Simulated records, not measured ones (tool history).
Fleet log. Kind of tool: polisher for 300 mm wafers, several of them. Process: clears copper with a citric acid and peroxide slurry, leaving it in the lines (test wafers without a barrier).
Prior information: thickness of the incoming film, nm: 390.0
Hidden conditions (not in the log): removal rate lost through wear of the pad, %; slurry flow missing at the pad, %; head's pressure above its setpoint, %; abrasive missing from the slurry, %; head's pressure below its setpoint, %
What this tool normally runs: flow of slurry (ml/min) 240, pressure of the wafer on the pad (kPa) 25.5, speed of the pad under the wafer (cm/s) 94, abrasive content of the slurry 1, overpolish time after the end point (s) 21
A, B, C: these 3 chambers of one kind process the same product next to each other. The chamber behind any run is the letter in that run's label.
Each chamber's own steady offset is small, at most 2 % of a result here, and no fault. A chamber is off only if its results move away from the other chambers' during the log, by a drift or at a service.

run,hour,flow of slurry (ml/min),pressure of the wafer on the pad (kPa),speed of the pad under the wafer (cm/s),abrasive content of the slurry,overpolish time after the end point (s),wafers polished on this pad,hours since the slurry nozzle was cleaned,hours since the head pressure was calibrated,hours since the slurry blender was calibrated,time until the end point was called (s),dishing of a wide line in a test structure (nm)
1B,9.3,240,25.5,94,1,21,268,273.3,263.8,349.5,174.99,33.36
2A,19.5,240,25.5,94,1,21,919,245.2,357.7,418.1,179.01,31.414
3C,29,240,25.5,94,1,21,426,80.3,691.1,91.3,185.21,31.989
# hour 30.4: chamber A: slurry blender recalibrated
4C,36.3,240,25.5,94,1,21,465,87.6,698.4,98.6,190.51,32.58
5A,45.3,240,25.5,94,1,21,1058,271,383.5,14.9,185.99,32.001
6B,52.9,240,25.5,94,1,21,503,316.9,307.4,393.1,187.06,32.375
7C,61.1,240,25.5,94,1,21,599,112.4,723.2,123.4,190.42,33.476
# hour 67.2: chamber B: slurry blender recalibrated
8A,71.5,240,29,94,1,21,1199,297.2,409.7,41.1,165.9,36.403
9B,82.5,240,29,94,1,21,662,346.5,337,15.4,156.91,36.899
10A,92.9,240,29,94,1,21,1314,318.6,431.1,62.5,163.24,36.338
# hour 96.4: chamber C: slurry blender recalibrated
11C,98.5,240,25.5,94,1,21,800,149.8,760.6,2.2,188,32.165
12B,107.9,240,25.5,94,1,21,799,371.9,362.4,40.8,182.92,32.439
13C,117.6,240,25.5,94,1,21,903,168.9,779.7,21.3,189.29,33.057
# hour 122.9: chamber C: worn pad replaced by a new one
14B,126.3,170,25.5,94,1,21,898,390.3,380.8,59.2,189.62,31.542
15A,137.5,170,25.5,94,1,21,1554,363.2,475.7,107.1,196.05,30.906
16C,147.9,170,25.5,94,1,21,134,199.2,810,51.6,194.53,30.407
17B,153.7,240,25.5,94,1,21,1045,417.7,408.2,86.6,181.68,32.216
# hour 160: chamber A: worn pad replaced by a new one
18A,165.4,240,25.5,94,1,21,29,391.1,503.6,135,179.6,32.628
# hour 165.6: chamber C: head pressure recalibrated
19B,171.4,240,25.5,94,1,21,1141,435.4,425.9,104.3,183.6,33.609
20C,179.5,300,25.5,94,1,16,305,230.8,14,83.2,184.53,26.128
21A,188.8,300,25.5,94,1,16,155,414.5,527,158.4,184.32,26.78
22B,200.8,300,25.5,94,1,16,1299,464.8,455.3,133.7,172.68,25.887
# hour 207.2: chamber B: worn pad replaced by a new one
23A,211.7,240,25.5,94,1,21,278,437.4,549.9,181.3,179.34,32.257
24C,220,240,25.5,94,1,21,522,271.3,54.5,123.7,188.02,31.817
25C,230.8,240,25.5,94,1,21,581,282.1,65.3,134.5,185.87,32.383
26A,239.3,240,25.5,94,1,21,426,465,577.5,208.9,183.85,32.127
27B,245.4,240,25.5,94,1,21,205,509.4,499.9,178.3,183.43,32.06
# hour 246.2: chamber C: slurry blender recalibrated
28C,251.9,240,25.5,94,1,21,694,303.2,86.4,5.8,184.22,32.849
# hour 254.4: chamber B: slurry nozzle cleaned
29B,261.1,240,25.5,94,1,21,290,6.7,515.6,194,180.59,32.681
30A,270.1,240,25.5,94,1,21,592,495.8,608.3,239.7,184.23,32.93
# hour 275.4: chamber C: worn pad replaced by a new one
# hour 278.6: chamber A: slurry nozzle cleaned
31B,279.2,240,25.5,94,1,21,387,24.8,533.7,212.1,181.1,32.855
32A,284.8,240,25.5,94,1,21,671,6.3,623,254.4,186.35,33.78
33C,296.3,240,25.5,94,1,21,112,347.6,130.8,50.2,181.9,32.869
34A,303.6,240,25.5,94,1,21,772,25.1,641.8,273.2,179.01,31.266
35B,309.5,240,25.5,94,1,21,550,55.1,564,242.4,185.83,31.747

The same settings go to every chamber for the next run, one line per chamber below. Forecast the results for each:
36A,318.3,240,25.5,94,0.9,21,,,,,?,?
36B,318.3,240,25.5,94,0.9,21,,,,,?,?
36C,318.3,240,25.5,94,0.9,21,,,,,?,?

run,time until the end point was called (s),dishing of a wide line in a test structure (nm)
36A,193.73,31.69
36B,184.63,31.951
36C,184.95,32.728

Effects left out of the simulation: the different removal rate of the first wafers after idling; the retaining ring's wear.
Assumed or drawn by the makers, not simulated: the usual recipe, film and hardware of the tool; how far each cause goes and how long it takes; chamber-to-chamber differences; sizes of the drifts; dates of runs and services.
